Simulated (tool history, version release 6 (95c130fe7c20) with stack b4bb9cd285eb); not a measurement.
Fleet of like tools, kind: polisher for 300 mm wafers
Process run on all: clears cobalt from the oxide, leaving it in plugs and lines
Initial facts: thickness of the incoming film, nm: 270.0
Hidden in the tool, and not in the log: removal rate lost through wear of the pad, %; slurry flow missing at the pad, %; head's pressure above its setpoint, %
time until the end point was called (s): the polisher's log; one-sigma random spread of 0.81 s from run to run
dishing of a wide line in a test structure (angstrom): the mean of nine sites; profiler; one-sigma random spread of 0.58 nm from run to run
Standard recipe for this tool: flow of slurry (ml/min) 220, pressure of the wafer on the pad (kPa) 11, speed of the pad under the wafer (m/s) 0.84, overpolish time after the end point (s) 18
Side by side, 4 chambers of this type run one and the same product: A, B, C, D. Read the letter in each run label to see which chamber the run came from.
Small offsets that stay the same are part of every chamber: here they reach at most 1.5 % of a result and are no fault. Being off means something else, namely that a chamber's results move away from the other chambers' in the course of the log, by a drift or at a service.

run	day	flow of slurry (ml/min)	pressure of the wafer on the pad (kPa)	speed of the pad under the wafer (m/s)	overpolish time after the end point (s)	wafers polished on this pad	hours since the slurry nozzle was cleaned	hours since the head pressure was calibrated	time until the end point was called (s)	dishing of a wide line in a test structure (angstrom)
# day 0.075: chamber C: worn pad replaced by a new one
1D	0.317	220	11	0.84	18	677	80.9	12.8	66.546	450.9
2C	0.658	220	11	0.84	18	183	189.4	785.9	66.924	452.02
3B	1.092	220	11	0.84	18	782	179.1	411.3	66.162	460.34
4A	1.388	220	11	0.84	18	647	383.3	87.6	67.182	453.98
5D	1.8	220	11	0.84	18	1141	116.5	48.4	65.934	448.75
6C	2.058	220	11	0.84	18	621	223	819.5	66.427	444.55
# day 2.167: chamber B: worn pad replaced by a new one
# day 2.267: chamber A: worn pad replaced by a new one
7A	2.579	220	11	0.84	18	97	411.9	116.2	66.517	442.86
# day 2.746: chamber C: slurry nozzle cleaned
8B	2.829	220	11	0.84	18	208	220.8	453	66.366	453.15
9D	3.158	220	11	0.84	18	1566	149.1	81	67.936	446.71
# day 3.208: chamber C: worn pad replaced by a new one
10B	3.471	220	11	0.84	18	409	236.2	468.4	67.506	467.3
11C	4.05	220	11	0.84	18	264	31.3	867.3	66.233	453.26
12A	4.579	220	11	0.84	18	723	459.9	164.2	67.688	441.47
13C	4.942	220	11	0.84	18	543	52.7	888.7	65.425	446.59
14B	5.35	220	11	0.84	18	996	281.3	513.5	67.658	445.25
# day 5.4: chamber A: worn pad replaced by a new one
# day 5.488: chamber B: worn pad replaced by a new one
15D	5.921	220	11	0.84	18	2430	215.4	147.3	68.823	437.9
16A	6.454	220	11	0.84	18	329	504.9	209.2	66.606	449.46
# day 6.892: chamber C: worn pad replaced by a new one
17A	6.892	220	11	0.84	18	466	515.4	219.7	65.632	457.29
18B	7.3	165	11	0.84	18	567	328.1	560.3	69.835	446.07
19C	7.625	165	11	0.84	18	230	117.1	953.1	68.868	436.31
20D	7.958	165	11	0.84	18	3067	264.3	196.2	72.45	431.82
21C	8.512	165	11	0.84	18	508	138.4	974.4	70.086	441.9
# day 8.7: chamber A: worn pad replaced by a new one
22A	8.862	220	11	0.84	18	51	562.7	267	66.698	447.29
23D	9.346	220	11	0.84	18	3501	297.6	229.5	70.101	436.29
# day 9.354: chamber B: worn pad replaced by a new one
24B	9.6	220	11	0.84	18	76	383.3	615.5	68.861	443.91
25C	9.933	285	11	0.72	18	952	172.5	1008.5	75.254	418.06
# day 9.938: chamber C: worn pad replaced by a new one
# day 10.254: chamber C: head pressure recalibrated
26B	10.296	285	11	0.72	18	294	400	632.2	74.927	417.82
27D	10.6	285	11	0.72	18	3893	327.7	259.6	80.87	400.06
# day 10.858: chamber A: slurry nozzle cleaned
# day 10.958: chamber C: slurry nozzle cleaned
28A	11.096	285	11	0.72	18	750	5.8	320.6	73.787	415.85
29A	11.383	220	11	0.84	18	840	12.7	327.5	67.034	453.49
30D	11.767	220	11	0.84	18	4258	355.7	287.6	69.522	431.9
# day 11.971: chamber A: worn pad replaced by a new one
31C	12.312	220	11	0.84	18	743	32.6	49.5	66.291	450.65
32B	12.65	220	11	0.84	18	1030	456.5	688.7	67.454	460.31
33A	12.929	220	11	0.84	18	300	49.8	364.6	66.282	452.19
# day 13.267: chamber C: worn pad replaced by a new one
# day 13.404: chamber B: worn pad replaced by a new one
34D	13.492	220	7.6	1.08	18	4798	397.1	329	81.078	396.87
35B	13.846	220	7.6	1.08	18	139	485.2	717.4	76.503	424.6
36C	14.271	220	7.6	1.08	18	314	79.6	96.5	75.756	416.55
37A	14.796	220	7.6	1.08	18	883	94.6	409.4	74.285	412.73
38B	15.075	220	11	0.84	18	523	514.7	746.9	66.655	455.7
# day 15.142: chamber A: worn pad replaced by a new one
39D	15.462	220	11	0.84	18	5414	444.4	376.3	74.628	429.44
40C	15.862	220	11	0.84	18	812	117.8	134.7	67.277	447.11
41A	16.217	220	11	0.84	18	337	128.7	443.5	65.341	449.78
42D	16.658	220	11	0.84	18	5788	473.1	405	73.651	427.92

Each of the 4 chambers runs these same settings next. Fill in every chamber's results:
43A	17.071	220	11	0.84	18				?	?
43B	17.071	220	11	0.84	18				?	?
43C	17.071	220	11	0.84	18				?	?
43D	17.071	220	11	0.84	18				?	?

run	time until the end point was called (s)	dishing of a wide line in a test structure (angstrom)
43A	65.039	457.73
43B	68.145	450.33
43C	65.379	448.61
43D	71.765	419.37
